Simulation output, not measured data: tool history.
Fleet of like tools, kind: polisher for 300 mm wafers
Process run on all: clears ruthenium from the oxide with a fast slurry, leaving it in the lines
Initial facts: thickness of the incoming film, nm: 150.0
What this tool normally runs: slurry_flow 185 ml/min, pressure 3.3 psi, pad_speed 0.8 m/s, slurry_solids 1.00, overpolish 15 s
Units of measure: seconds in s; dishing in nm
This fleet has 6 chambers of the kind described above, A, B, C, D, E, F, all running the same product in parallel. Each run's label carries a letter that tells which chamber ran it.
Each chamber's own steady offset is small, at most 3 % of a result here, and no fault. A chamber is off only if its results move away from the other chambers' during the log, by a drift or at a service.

run    day  slurry_flow  pressure  pad_speed  slurry_solids  overpolish  seconds  dishing
 1F  0.171          185       3.3        0.8           1.00          15   39.180   29.327
 2B  0.362          185       3.3        0.8           1.00          15   39.735   29.361
 3D  0.479          185       3.3        0.8           1.00          15   40.238   31.052
 4A  0.658          185       3.3        0.8           1.00          15   38.936   29.465
     0.771  -- chamber F: slurry nozzle cleaned
 5E  0.783          185       3.3        0.8           1.00          15   39.066   29.844
     0.992  -- chamber F: worn pad replaced by a new one
 6C  0.992          185       3.3        0.8           1.00          15   39.371   30.103
 7E  1.083          185       3.3        0.8           1.00          15   39.366   28.556
 8C  1.238          185       3.3        0.8           1.00          15   38.908   29.280
 9A  1.421          150       3.3        0.8           1.00          15   40.168   27.679
10D  1.612          150       3.3        0.8           1.00          15   41.400   30.091
11B  1.717          150       3.3        0.8           1.00          15   41.369   29.248
12F  1.908          150       3.3        0.8           1.00          15   40.654   28.492
13C  2.075          150       3.3        0.8           1.00          15   39.752   29.435
     2.192  -- chamber C: worn pad replaced by a new one
14D  2.246          150       3.3        0.8           1.00          15   40.905   30.847
15B  2.383          185       3.3        0.8           1.00          15   39.233   28.796
     2.417  -- chamber E: slurry nozzle cleaned
16A  2.479          185       3.3        0.8           1.00          15   39.808   29.048
17F  2.579          185       3.3        0.8           1.00          15   39.222   30.296
18E  2.688          120       2.3        0.8           1.00          15   61.592   23.420
19F  2.779          120       2.3        0.8           1.00          15   59.978   23.776
     2.838  -- chamber B: worn pad replaced by a new one
20A  2.967          120       2.3        0.8           1.00          15   64.380   22.663
     3.017  -- chamber D: slurry blender recalibrated
21C  3.125          120       2.3        0.8           1.00          15   61.968   23.605
22B  3.246          120       2.3        0.8           1.00          15   60.193   23.980
23E  3.421          120       2.3        0.8           1.00          15   61.617   23.704
24D  3.533          185       3.3        0.8           0.85          15   42.318   29.184
25C  3.667          185       3.3        0.8           0.85          15   42.590   28.057
26E  3.767          185       3.3        0.8           0.85          15   42.559   30.146
     3.775  -- chamber E: worn pad replaced by a new one
27B  3.862          185       3.3        0.8           0.85          15   42.626   28.038
28A  4.000          185       3.3        0.8           0.85          15   45.504   27.522
29D  4.104          185       3.3        0.8           0.85          15   42.450   29.981
     4.108  -- chamber D: worn pad replaced by a new one
     4.179  -- chamber B: head pressure recalibrated
30F  4.225          185       3.3        0.8           1.00          15   39.668   30.117
     4.379  -- chamber A: worn pad replaced by a new one
31C  4.421          185       3.3        0.8           1.00          15   39.169   30.449
32B  4.521          185       3.3        0.8           1.00          15   39.549   28.850
33A  4.621          185       3.3        0.8           1.00          15   41.726   29.022
     4.783  -- chamber E: head pressure recalibrated
34D  4.804          185       3.3        0.8           1.00          15   38.796   29.946
35E  5.004          185       3.3        0.8           1.00          15   38.686   29.955
36F  5.138          185       3.3        0.8           1.00          15   39.172   29.355
37D  5.267          185       3.3        0.8           1.00          15   39.962   29.451
38A  5.358          185       3.3        0.8           1.00          15   42.964   28.371
39E  5.467          185       3.3        0.8           1.00          15   39.109   30.895
40B  5.575          185       3.3        0.8           1.00          15   40.000   30.270

One chamber off, gauge drift, or nothing amiss beyond the chambers' own small offsets? If it is a chamber, which one, and what is the likeliest cause?

It is chamber A that slowly wanders off from its peers.
Cause: head's pressure below its setpoint, % = 9.67.
The log may not separate it from: slurry flow missing at the pad, %; abrasive missing from the slurry, %.

Here are 4 candidates for chamber A's next run, each the usual settings with a change, their results left as question marks. Which one brings its results back in line with what the others give on the usual settings?
A result is in line if it is within this distance of the other chambers' mean on the usual settings: seconds 1.400 s; dishing 2.000 nm
41A-1  5.725          185       3.2       0.76           1.00          15        ?        ?
41A-2  5.725          185       3.0       0.74           0.95          14        ?        ?
41A-3  5.725          185       3.6       0.88           1.05          16        ?        ?
41A-4  5.725          185       3.4       0.84           1.00          15        ?        ?

Mean of the other chambers on the usual settings: seconds 39.417 s; dishing 29.979 nm
  run  seconds  dishing
41A-1   46.821   26.405
41A-2   52.587   23.623
41A-3   35.096   31.568
41A-4   39.833   28.823
The answer is 41A-4, which returns the chamber to within the allowed miss of the others.
